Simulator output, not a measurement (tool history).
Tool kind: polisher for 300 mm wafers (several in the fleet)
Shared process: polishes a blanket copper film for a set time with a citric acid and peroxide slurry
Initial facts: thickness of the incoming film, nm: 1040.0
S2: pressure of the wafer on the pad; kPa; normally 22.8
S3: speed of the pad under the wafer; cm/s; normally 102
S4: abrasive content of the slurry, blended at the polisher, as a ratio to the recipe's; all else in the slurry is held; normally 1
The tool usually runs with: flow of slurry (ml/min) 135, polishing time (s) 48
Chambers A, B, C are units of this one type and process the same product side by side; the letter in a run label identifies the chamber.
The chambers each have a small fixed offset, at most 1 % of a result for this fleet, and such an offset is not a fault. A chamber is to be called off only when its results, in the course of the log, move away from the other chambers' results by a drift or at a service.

run 1C hour=10.5 | flow_of_slurry_(ml/min)=135 S2=22.8 S3=102 S4=1 polishing_time_(s)=48 | film_removed_(angstrom)=1297.70
run 2A hour=18.2 | flow_of_slurry_(ml/min)=135 S2=22.8 S3=102 S4=1 polishing_time_(s)=48 | film_removed_(angstrom)=1311.80
run 3B hour=32.1 | flow_of_slurry_(ml/min)=135 S2=22.8 S3=102 S4=1 polishing_time_(s)=48 | film_removed_(angstrom)=1303.10
run 4B hour=40.2 | flow_of_slurry_(ml/min)=135 S2=22.8 S3=102 S4=1 polishing_time_(s)=48 | film_removed_(angstrom)=1293.40
run 5A hour=47.1 | flow_of_slurry_(ml/min)=135 S2=22.8 S3=102 S4=1 polishing_time_(s)=48 | film_removed_(angstrom)=1315.00
run 6C hour=57.1 | flow_of_slurry_(ml/min)=135 S2=22.8 S3=102 S4=1 polishing_time_(s)=48 | film_removed_(angstrom)=1301.90
-- hour=61.7 chamber C: worn pad replaced by a new one
run 7A hour=65.6 | flow_of_slurry_(ml/min)=135 S2=15.2 S3=102 S4=1 polishing_time_(s)=48 | film_removed_(angstrom)=874.53
-- hour=71.1 chamber B: worn pad replaced by a new one
run 8B hour=78.2 | flow_of_slurry_(ml/min)=135 S2=15.2 S3=102 S4=1 polishing_time_(s)=48 | film_removed_(angstrom)=875.91
-- hour=79.2 chamber A: worn pad replaced by a new one
-- hour=83.6 chamber B: slurry blender recalibrated
run 9C hour=89.8 | flow_of_slurry_(ml/min)=135 S2=15.2 S3=102 S4=1 polishing_time_(s)=48 | film_removed_(angstrom)=882.82
-- hour=90.4 chamber C: slurry blender recalibrated
run 10A hour=100.4 | flow_of_slurry_(ml/min)=135 S2=22.8 S3=102 S4=1 polishing_time_(s)=48 | film_removed_(angstrom)=1321.60
run 11C hour=113.8 | flow_of_slurry_(ml/min)=135 S2=22.8 S3=102 S4=1 polishing_time_(s)=48 | film_removed_(angstrom)=1308.10
-- hour=123.8 chamber A: slurry blender recalibrated
run 12B hour=126.7 | flow_of_slurry_(ml/min)=135 S2=22.8 S3=90 S4=1 polishing_time_(s)=48 | film_removed_(angstrom)=1134.80
-- hour=138.2 chamber B: worn pad replaced by a new one
run 13A hour=141.4 | flow_of_slurry_(ml/min)=135 S2=22.8 S3=90 S4=1 polishing_time_(s)=48 | film_removed_(angstrom)=1140.70
run 14B hour=153.5 | flow_of_slurry_(ml/min)=135 S2=22.8 S3=90 S4=1 polishing_time_(s)=48 | film_removed_(angstrom)=1166.20
run 15C hour=163.9 | flow_of_slurry_(ml/min)=135 S2=22.8 S3=102 S4=1 polishing_time_(s)=48 | film_removed_(angstrom)=1317.50
run 16C hour=173.9 | flow_of_slurry_(ml/min)=135 S2=22.8 S3=102 S4=1 polishing_time_(s)=48 | film_removed_(angstrom)=1301.70
-- hour=174.9 chamber C: worn pad replaced by a new one
run 17A hour=186.9 | flow_of_slurry_(ml/min)=135 S2=22.8 S3=102 S4=1 polishing_time_(s)=48 | film_removed_(angstrom)=1290.30
-- hour=192.2 chamber A: worn pad replaced by a new one
run 18B hour=197.0 | flow_of_slurry_(ml/min)=135 S2=22.8 S3=102 S4=1 polishing_time_(s)=48 | film_removed_(angstrom)=1321.50
-- hour=200.5 chamber B: worn pad replaced by a new one
run 19A hour=209.6 | flow_of_slurry_(ml/min)=135 S2=22.8 S3=102 S4=1 polishing_time_(s)=48 | film_removed_(angstrom)=1299.90
run 20B hour=221.3 | flow_of_slurry_(ml/min)=135 S2=22.8 S3=102 S4=1 polishing_time_(s)=48 | film_removed_(angstrom)=1317.80
run 21C hour=236.3 | flow_of_slurry_(ml/min)=135 S2=22.8 S3=102 S4=1 polishing_time_(s)=48 | film_removed_(angstrom)=1295.90
-- hour=242.7 chamber B: slurry blender recalibrated
-- hour=243.4 chamber C: slurry blender recalibrated
run 22A hour=248.1 | flow_of_slurry_(ml/min)=135 S2=22.8 S3=102 S4=1 polishing_time_(s)=48 | film_removed_(angstrom)=1299.80
run 23B hour=263.0 | flow_of_slurry_(ml/min)=135 S2=22.8 S3=102 S4=1 polishing_time_(s)=48 | film_removed_(angstrom)=1314.80
-- hour=269.2 chamber B: worn pad replaced by a new one
run 24C hour=274.1 | flow_of_slurry_(ml/min)=135 S2=22.8 S3=102 S4=1 polishing_time_(s)=48 | film_removed_(angstrom)=1303.30
-- hour=280.0 chamber B: slurry nozzle cleaned
-- hour=286.3 chamber A: slurry nozzle cleaned
run 25C hour=288.3 | flow_of_slurry_(ml/min)=135 S2=22.8 S3=102 S4=1 polishing_time_(s)=48 | film_removed_(angstrom)=1305.20
run 26B hour=294.8 | flow_of_slurry_(ml/min)=135 S2=22.8 S3=102 S4=1 polishing_time_(s)=48 | film_removed_(angstrom)=1298.00
-- hour=295.4 chamber C: worn pad replaced by a new one
-- hour=299.8 chamber C: slurry nozzle cleaned
run 27A hour=301.5 | flow_of_slurry_(ml/min)=135 S2=22.8 S3=102 S4=1 polishing_time_(s)=48 | film_removed_(angstrom)=1295.10
run 28C hour=315.9 | flow_of_slurry_(ml/min)=135 S2=22.8 S3=102 S4=1 polishing_time_(s)=48 | film_removed_(angstrom)=1319.60

Next, every chamber runs the same settings. What will each give?
run 29A hour=326.7 | flow_of_slurry_(ml/min)=135 S2=22.8 S3=102 S4=1 polishing_time_(s)=48 | film_removed_(angstrom)=?
run 29B hour=326.7 | flow_of_slurry_(ml/min)=135 S2=22.8 S3=102 S4=1 polishing_time_(s)=48 | film_removed_(angstrom)=?
run 29C hour=326.7 | flow_of_slurry_(ml/min)=135 S2=22.8 S3=102 S4=1 polishing_time_(s)=48 | film_removed_(angstrom)=?

run=29A film_removed_(angstrom)=1296.50
run=29B film_removed_(angstrom)=1322.50
run=29C film_removed_(angstrom)=1310.10
